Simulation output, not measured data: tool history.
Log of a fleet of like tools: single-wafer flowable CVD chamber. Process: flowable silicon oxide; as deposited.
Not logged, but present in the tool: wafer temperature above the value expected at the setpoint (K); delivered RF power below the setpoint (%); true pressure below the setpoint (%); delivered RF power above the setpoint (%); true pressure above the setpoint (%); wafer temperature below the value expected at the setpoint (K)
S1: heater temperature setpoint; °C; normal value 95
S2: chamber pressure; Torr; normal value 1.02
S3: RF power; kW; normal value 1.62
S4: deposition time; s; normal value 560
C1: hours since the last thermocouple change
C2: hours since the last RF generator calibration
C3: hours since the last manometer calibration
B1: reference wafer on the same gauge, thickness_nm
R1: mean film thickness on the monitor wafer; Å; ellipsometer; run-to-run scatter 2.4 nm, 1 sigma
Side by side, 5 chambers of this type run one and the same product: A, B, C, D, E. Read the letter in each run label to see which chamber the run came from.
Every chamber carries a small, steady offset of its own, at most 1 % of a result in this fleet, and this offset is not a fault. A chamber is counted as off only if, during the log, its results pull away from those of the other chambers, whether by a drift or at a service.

run	hour	S1	S2	S3	S4	C1	C2	C3	B1	R1
1C	5	95	1.02	1.62	560	871.8	1450.3	1487.9	423.84	5170.1
2A	9.1	95	1.02	1.62	560	1132.6	1092.9	1879.7	424.07	5102.4
3E	12.7	95	1.02	1.62	560	469.9	1189.4	1360.7	424.01	5230.5
4B	17.5	95	1.02	1.62	560	1661.1	689.8	1261.8	424.26	5206.4
5D	22.6	95	1.02	1.62	560	425.7	310.7	1298.7	423.92	5191.8
6E	28.7	95	1.02	1.62	560	485.9	1205.4	1376.7	424.22	5158.4
7B	32.1	95	1.02	1.62	560	1675.7	704.4	1276.4	423.8	5176.5
8C	37.6	95	1.02	1.62	560	904.4	1482.9	1520.5	424.31	5197.3
9A	42.5	95	1.02	1.62	560	1166	1126.3	1913.1	424.36	5065.5
10D	49.6	95	1.02	1.62	560	452.7	337.7	1325.7	423.6	5153.2
11A	53.8	95	1.02	1.62	560	1177.3	1137.6	1924.4	423.55	5093.6
12B	57.2	95	1.02	1.62	560	1700.8	729.5	1301.5	424.44	5159.4
13E	62.8	95	1.02	1.62	560	520	1239.5	1410.8	424.02	5199.9
14C	69.2	95	1.02	1.62	560	936	1514.5	1552.1	424.1	5212.7
15D	75.5	95	1.02	1.62	560	478.6	363.6	1351.6	424.29	5156.4
16B	81.4	95	1.02	1.62	560	1725	753.7	1325.7	424.22	5179.9
17C	86.3	95	1.02	1.62	560	953.1	1531.6	1569.2	424.35	5185
18E	92.6	95	1.02	1.62	560	549.8	1269.3	1440.6	423.84	5172
19D	97.2	95	1.02	1.62	560	500.3	385.3	1373.3	424.1	5184.9
20A	102.3	100	1.19	1.62	560	1225.8	1186.1	1972.9	424	5164.2
21B	109.9	100	1.19	1.62	560	1753.5	782.2	1354.2	423.81	5181.9
22E	113.9	100	1.19	1.62	560	571.1	1290.6	1461.9	424.27	5189.5
# hour 115.8: chamber A: capacitance manometer re-zeroed and calibrated
23C	119.5	100	1.19	1.62	560	986.3	1564.8	1602.4	424.03	5246.5
24A	125.3	100	1.19	1.62	560	1248.8	1209.1	9.5	423.98	4937.9
25D	128.8	95	1.02	1.62	560	531.9	416.9	1404.9	424.54	5198.4
26B	133.9	95	1.02	1.62	560	1777.5	806.2	1378.2	423.26	5139.8
27C	141.1	95	1.02	1.62	560	1007.9	1586.4	1624	423.9	5147
28A	146	95	1.02	1.62	560	1269.5	1229.8	30.2	423.72	4858.7
29E	153.1	106	1.02	1.62	451	610.3	1329.8	1501.1	423.99	2872
30D	157.8	106	1.02	1.62	451	560.9	445.9	1433.9	423.8	2893.1
31B	164	106	1.02	1.62	451	1807.6	836.3	1408.3	424.62	2888.1
32C	170.6	106	1.02	1.62	451	1037.4	1615.9	1653.5	424.31	2904.4
33A	176	106	1.02	1.62	451	1299.5	1259.8	60.2	424.02	2698.9
34E	181.5	95	1.02	1.62	560	638.7	1358.2	1529.5	423.71	5173.3
35D	187.7	95	1.02	1.62	560	590.8	475.8	1463.8	423.92	5226.1
36D	192.8	95	1.02	1.62	560	595.9	480.9	1468.9	424.12	5175

All 5 chambers run these settings next. Forecast each chamber's results:
37A	198.4	95	1.02	1.62	560					?
37B	198.4	95	1.02	1.62	560					?
37C	198.4	95	1.02	1.62	560					?
37D	198.4	95	1.02	1.62	560					?
37E	198.4	95	1.02	1.62	560					?

run	R1
37A	4823.3
37B	5150
37C	5190.3
37D	5189.3
37E	5164.1
